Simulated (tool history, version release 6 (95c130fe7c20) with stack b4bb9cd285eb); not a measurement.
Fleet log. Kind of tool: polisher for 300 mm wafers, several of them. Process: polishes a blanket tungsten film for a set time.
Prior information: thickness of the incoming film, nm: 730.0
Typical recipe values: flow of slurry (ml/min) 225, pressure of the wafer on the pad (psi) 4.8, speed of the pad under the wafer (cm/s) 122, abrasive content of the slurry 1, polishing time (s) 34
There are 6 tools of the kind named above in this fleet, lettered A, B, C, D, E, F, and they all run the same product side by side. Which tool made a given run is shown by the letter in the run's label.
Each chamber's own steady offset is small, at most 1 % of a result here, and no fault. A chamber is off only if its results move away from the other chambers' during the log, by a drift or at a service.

run,hour,flow of slurry (ml/min),pressure of the wafer on the pad (psi),speed of the pad under the wafer (cm/s),abrasive content of the slurry,polishing time (s),film removed (Å)
# hour 2.7: chamber C: worn pad replaced by a new one
1F,5.3,225,4.8,122,1,34,2304.4
2C,9,225,4.8,122,1,34,2292.9
# hour 12: chamber B: slurry tank refilled with fresh slurry and peroxide
3D,13.6,225,4.8,122,1,34,2338.9
4B,18.3,225,4.8,122,1,34,2254.1
5E,21.7,225,3.6,122,0.85,34,1663.3
# hour 23.9: chamber E: slurry tank refilled with fresh slurry and peroxide
6A,25.3,225,3.6,122,0.85,34,1624.6
7C,29.5,225,3.6,122,0.85,34,1629.4
# hour 30.2: chamber D: worn pad replaced by a new one
8B,34,225,3.6,122,0.85,34,1699.4
# hour 35.6: chamber D: slurry tank refilled with fresh slurry and peroxide
9D,37.3,225,3.6,122,0.85,34,1645.4
10E,40.1,225,3.6,122,0.85,34,1663.9
11A,43.6,225,4.8,122,1,34,2291.2
12F,48.5,225,4.8,122,1,34,2347.4
# hour 49.7: chamber C: slurry tank refilled with fresh slurry and peroxide
13D,53.7,225,4.8,122,1,34,2330.5
# hour 57.1: chamber F: slurry tank refilled with fresh slurry and peroxide
# hour 57.6: chamber E: slurry blender recalibrated
14C,58.5,225,4.8,122,1,34,2270.7
# hour 61.5: chamber E: worn pad replaced by a new one
15A,62.3,225,4.8,122,1,34,2297.4
# hour 67.9: chamber B: worn pad replaced by a new one
16B,68.1,225,4.8,122,1,34,2327.1
# hour 70.8: chamber A: worn pad replaced by a new one
17E,72.8,225,4.8,122,1,34,2241.8
18F,77.5,225,4.8,122,1,34,2309.6
# hour 78.8: chamber D: slurry tank refilled with fresh slurry and peroxide
# hour 79.8: chamber C: worn pad replaced by a new one
19E,80.5,225,4.8,122,1,34,2376.8
# hour 83.3: chamber A: slurry blender recalibrated
20A,86.4,225,4.8,122,1,34,2259.6
# hour 87.4: chamber F: worn pad replaced by a new one
21F,91.7,225,4.8,122,1,34,2348.7
# hour 91.8: chamber E: slurry tank refilled with fresh slurry and peroxide
# hour 94.6: chamber B: slurry blender recalibrated
22B,94.8,185,3.2,122,1,34,1525.8
23D,97.8,185,3.2,122,1,34,1509.3
24C,102.6,185,3.2,122,1,34,1521.1
25D,107,185,3.2,122,1,34,1450.8
26F,112.8,185,3.2,122,1,34,1516.1
# hour 113.6: chamber E: slurry nozzle cleaned
27B,117.1,185,3.2,122,1,34,1490
28C,121.8,225,4.8,122,1,34,2358.7
29E,125.5,225,4.8,122,1,34,2318.5
30A,128,225,4.8,122,1,34,2310.8
31C,130.6,225,4.8,122,1,34,2304.6
# hour 131.3: chamber D: slurry tank refilled with fresh slurry and peroxide
# hour 131.6: chamber D: worn pad replaced by a new one
32D,133.7,225,4.8,122,1,34,2288.2
33B,136.3,225,4.8,122,1,34,2260.3
# hour 138.1: chamber C: worn pad replaced by a new one
34E,139.6,225,4.8,122,1,34,2346.5
35F,142.1,225,4.8,122,1,34,2351.6
# hour 142.8: chamber A: slurry tank refilled with fresh slurry and peroxide
36A,145.5,225,4.8,122,1,34,2273.6
37A,149.5,225,4.8,122,1,34,2213.4
# hour 152.5: chamber D: slurry nozzle cleaned
38B,153.6,225,4.8,122,1,34,2334.3
# hour 157.6: chamber E: worn pad replaced by a new one
39D,159.4,225,4.8,122,1,34,2300
# hour 161.5: chamber E: slurry tank refilled with fresh slurry and peroxide
40F,162.8,225,4.8,122,1,34,2258.5
41C,166,225,4.8,122,1,34,2309.2
42E,170.1,225,4.8,122,1,34,2316.1
43F,174.9,170,4.8,92,1,34,1709.1
44C,179.8,170,4.8,92,1,34,1660

Has any chamber moved away from the others, gradually or after a service, or does the common gauge drift, or do the chambers differ only by their own small steady offsets? State the chamber and the most likely cause if one applies.

No chamber is off and the gauge is stable; the differences are just each chamber's small, constant offset.
